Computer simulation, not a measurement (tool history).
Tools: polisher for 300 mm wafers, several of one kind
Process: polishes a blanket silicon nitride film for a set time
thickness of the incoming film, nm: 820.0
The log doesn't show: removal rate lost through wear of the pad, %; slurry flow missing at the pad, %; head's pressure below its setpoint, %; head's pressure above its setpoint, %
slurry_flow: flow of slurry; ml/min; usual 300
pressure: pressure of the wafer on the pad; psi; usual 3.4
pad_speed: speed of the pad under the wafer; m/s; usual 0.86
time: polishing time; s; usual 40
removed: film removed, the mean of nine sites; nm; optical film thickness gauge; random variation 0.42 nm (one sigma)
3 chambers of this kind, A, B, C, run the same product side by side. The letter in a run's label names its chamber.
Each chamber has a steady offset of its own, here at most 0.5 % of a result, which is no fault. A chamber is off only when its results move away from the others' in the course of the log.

run   hour  slurry_flow  pressure  pad_speed  time  wafers polished on this pad  hours since the slurry nozzle was cleaned  hours since the head pressure was calibrated  removed
 1B   11.6          300       3.4       0.86    40                          406                                      171.8                                         214.5   65.681
 2C   23.5          300       3.4       0.86    40                          459                                      133.7                                         305.8   65.624
 3A   29.5          300       3.4       0.86    40                          629                                      226.3                                         600.2   64.907
 4A   37.3          300       3.4       0.86    40                          698                                      234.1                                         608.0   65.395
      39.3  -- chamber B: worn pad replaced by a new one
 5C   47.4          300       3.4       0.86    40                          671                                      157.6                                         329.7   65.970
 6B   56.2          300       3.4       0.86    40                          150                                      216.4                                         259.1   65.655
      57.4  -- chamber C: worn pad replaced by a new one
 7B   68.3          300       3.4       0.86    40                          257                                      228.5                                         271.2   65.919
 8A   80.0          300       3.4       0.86    40                         1077                                      276.8                                         650.7   65.551
 9C   89.1          300       3.4       0.76    40                          281                                      199.3                                         371.4   59.103
      89.2  -- chamber A: worn pad replaced by a new one
10C   94.8          300       3.4       0.76    40                          332                                      205.0                                         377.1   60.072
     102.4  -- chamber B: worn pad replaced by a new one
11A  104.0          300       3.4       0.76    40                          131                                      300.8                                         674.7   59.708
12B  114.6          300       3.4       0.86    40                          108                                      274.8                                         317.5   66.145
13C  126.6          255       3.4       0.86    32                          614                                      236.8                                         408.9   51.398
     131.2  -- chamber B: head pressure recalibrated
14A  133.3          255       3.4       0.86    32                          391                                      330.1                                         704.0   51.587
     134.1  -- chamber C: worn pad replaced by a new one
15B  145.3          255       3.4       0.86    32                          380                                      305.5                                          14.2   55.724
16C  153.0          300       3.4       0.86    40                          168                                      263.2                                         435.3   65.188
     160.6  -- chamber A: head pressure recalibrated
17A  163.5          300       3.4       0.86    40                          659                                      360.3                                           3.0   66.104
18B  172.5          300       3.4       0.86    40                          621                                      332.7                                          41.4   71.084
     176.0  -- chamber B: worn pad replaced by a new one
19A  182.1          380       3.4       0.70    40                          824                                      378.9                                          21.6   57.328
20C  188.9          380       3.4       0.70    40                          486                                      299.1                                         471.2   56.684
21B  195.5          380       3.4       0.70    40                          173                                      355.7                                          64.4   61.193
22B  205.5          300       3.4       0.86    40                          261                                      365.7                                          74.4   71.280
23C  213.2          300       3.4       0.86    40                          702                                      323.4                                         495.5   65.003
     217.4  -- chamber C: worn pad replaced by a new one
24A  221.4          300       3.4       0.86    40                         1172                                      418.2                                          60.9   65.510
25C  228.4          300       3.4       0.86    40                           98                                      338.6                                         510.7   65.417

All 3 chambers run these settings next. Forecast each chamber's results:
26A  237.5          300       4.0       0.86    40                                                                                                                              ?
26B  237.5          300       4.0       0.86    40                                                                                                                              ?
26C  237.5          300       4.0       0.86    40                                                                                                                              ?

run  removed
26A   76.861
26B   84.379
26C   75.669
